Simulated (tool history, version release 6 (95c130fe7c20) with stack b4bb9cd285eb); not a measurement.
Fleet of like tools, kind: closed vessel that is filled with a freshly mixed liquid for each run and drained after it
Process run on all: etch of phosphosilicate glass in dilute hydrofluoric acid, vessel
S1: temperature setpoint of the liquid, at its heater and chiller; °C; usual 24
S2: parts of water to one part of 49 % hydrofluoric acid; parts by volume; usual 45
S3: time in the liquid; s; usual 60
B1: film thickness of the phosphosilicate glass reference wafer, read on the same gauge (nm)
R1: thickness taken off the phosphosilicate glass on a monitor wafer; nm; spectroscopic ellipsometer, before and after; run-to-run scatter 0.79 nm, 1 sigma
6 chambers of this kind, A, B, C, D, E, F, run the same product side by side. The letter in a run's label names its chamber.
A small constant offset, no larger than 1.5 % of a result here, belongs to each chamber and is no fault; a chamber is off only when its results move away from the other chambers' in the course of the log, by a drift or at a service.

run	hour	S1	S2	S3	B1	R1
1A	5.1	24	45	60	90.003	86.638
2E	8.9	24	45	60	90	86.778
3B	13.8	24	45	60	89.992	86.887
4D	19.2	24	45	60	89.997	84.654
5C	25.6	24	45	60	90.005	86.23
# hour 27.5: chamber B: thermometer replaced
6F	31.7	24	45	60	90.008	87.43
7B	36	24	45	60	90.028	88.089
8F	41.3	24	45	60	90.02	86.455
9A	44.1	24	45	60	89.985	88.155
10E	49.4	24	30	95	90.013	209.64
11C	53.3	24	30	95	89.982	209.94
12D	58.9	24	30	95	90.012	210.58
13D	64.1	24	30	95	89.997	211.38
14C	70.4	24	30	95	89.994	207.28
15A	75.9	24	30	95	90.023	209.78
16E	80.2	24	45	60	89.988	87.154
17B	86.2	24	45	60	89.974	87.959
18F	89.1	24	40	60	89.999	97.952
19B	94.8	24	40	60	90.01	100.79
20E	99.4	24	40	60	89.976	99.729
21D	102.4	24	40	60	89.992	97.599
22F	107	24	40	60	89.998	97.3
23C	110.6	24	40	60	90.005	97.707
# hour 111.8: chamber C: thermometer replaced
24A	116.1	24	45	60	89.999	86.576
25A	120.2	24	45	40	90.013	57.854
26E	123.3	24	45	40	90.021	58.883
27F	128.2	24	45	40	90.006	58.145
28B	132.7	24	45	40	90.018	58.455
29D	138	24	45	40	90.006	57.152
30C	143.7	24	45	40	90.01	56.69
31E	148.8	24	45	60	90.015	87.203
32F	155	24	45	60	90.007	85.377
33A	161.5	24	45	60	89.983	86.418
34B	166.6	24	45	60	89.988	86.612
35D	172.5	24	45	60	90.008	86.218
36C	177	24	45	60	90.003	86.501
37B	182.5	24	45	60	89.978	86.728
38C	187	24	45	60	89.994	85.778
39E	193	24	45	60	90	87.418
40A	198.4	24	45	60	89.987	87.098
41F	202	24	45	60	90.014	85.629
42D	204.9	24	45	60	90.007	85.044
43F	208.1	24	45	60	89.981	87.128
44A	212.6	24	45	60	90.024	85.996

Next, every chamber runs the same settings. What will each give?
45A	217.2	24	45	60		?
45B	217.2	24	45	60		?
45C	217.2	24	45	60		?
45D	217.2	24	45	60		?
45E	217.2	24	45	60		?
45F	217.2	24	45	60		?

run	R1
45A	86.455
45B	87.363
45C	86.148
45D	86.697
45E	88.995
45F	86.232
